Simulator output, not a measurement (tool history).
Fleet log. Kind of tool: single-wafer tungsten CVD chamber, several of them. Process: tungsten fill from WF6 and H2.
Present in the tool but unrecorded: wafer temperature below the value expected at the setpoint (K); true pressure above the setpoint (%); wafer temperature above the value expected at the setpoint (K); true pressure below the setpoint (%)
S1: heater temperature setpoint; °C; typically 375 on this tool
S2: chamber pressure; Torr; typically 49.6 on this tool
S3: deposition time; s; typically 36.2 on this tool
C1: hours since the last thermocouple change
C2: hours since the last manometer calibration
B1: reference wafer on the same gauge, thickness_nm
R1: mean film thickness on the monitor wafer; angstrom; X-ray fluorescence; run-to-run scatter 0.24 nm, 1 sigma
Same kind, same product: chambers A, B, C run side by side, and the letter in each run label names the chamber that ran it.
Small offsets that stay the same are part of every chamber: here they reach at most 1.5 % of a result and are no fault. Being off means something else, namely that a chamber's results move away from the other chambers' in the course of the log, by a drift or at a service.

run	hour	S1	S2	S3	C1	C2	B1	R1
1A	9	375	49.6	36.2	273.3	376.1	81.353	814.98
2C	15	375	49.6	36.2	1279.8	54.1	81.485	819.72
3B	21.8	375	49.6	36.2	572.3	1579.3	81.445	805.59
4B	26.7	375	49.6	36.2	577.2	1584.2	81.384	807.56
5A	34.5	375	45.6	30	298.8	401.6	81.437	644.88
6C	41	375	45.6	30	1305.8	80.1	81.418	655.93
7B	48.9	375	45.6	30	599.4	1606.4	81.409	645.52
8A	57.8	375	49.6	36.2	322.1	424.9	81.468	804.91
9C	61.9	375	49.6	36.2	1326.7	101	81.443	824.7
10C	68.3	375	49.6	36.2	1333.1	107.4	81.469	821.48
11A	75.8	375	49.6	36.2	340.1	442.9	81.439	805.36
12B	82.7	375	49.6	36.2	633.2	1640.2	81.441	803.93
13C	89	367	49.6	33.2	1353.8	128.1	81.407	636.4
14B	96.8	367	49.6	33.2	647.3	1654.3	81.389	626.54
15A	100.9	367	49.6	33.2	365.2	468	81.455	623.63
16B	106.7	375	49.6	36.2	657.2	1664.2	81.383	806.65
17C	115.1	375	49.6	36.2	1379.9	154.2	81.34	821.58
18A	119.9	375	49.6	36.2	384.2	487	81.362	800.4
19C	127.1	375	43	39	1391.9	166.2	81.423	827.15
20B	135.7	375	43	39	686.2	1693.2	81.376	811.39
21A	142	375	43	39	406.3	509.1	81.438	808.91
22C	149	375	49.6	36.2	1413.8	188.1	81.427	824.49
23A	157	375	49.6	36.2	421.3	524.1	81.412	796.32
24B	161.7	375	49.6	36.2	712.2	1719.2	81.407	803.99
25B	166.5	375	49.6	36.2	717	1724	81.422	808.26
26A	175.1	375	49.6	36.2	439.4	542.2	81.379	795.86

All 3 chambers run these settings next. Forecast each chamber's results:
27A	181.7	380	49.6	36.2				?
27B	181.7	380	49.6	36.2				?
27C	181.7	380	49.6	36.2				?

run	R1
27A	878.55
27B	891.52
27C	914.18
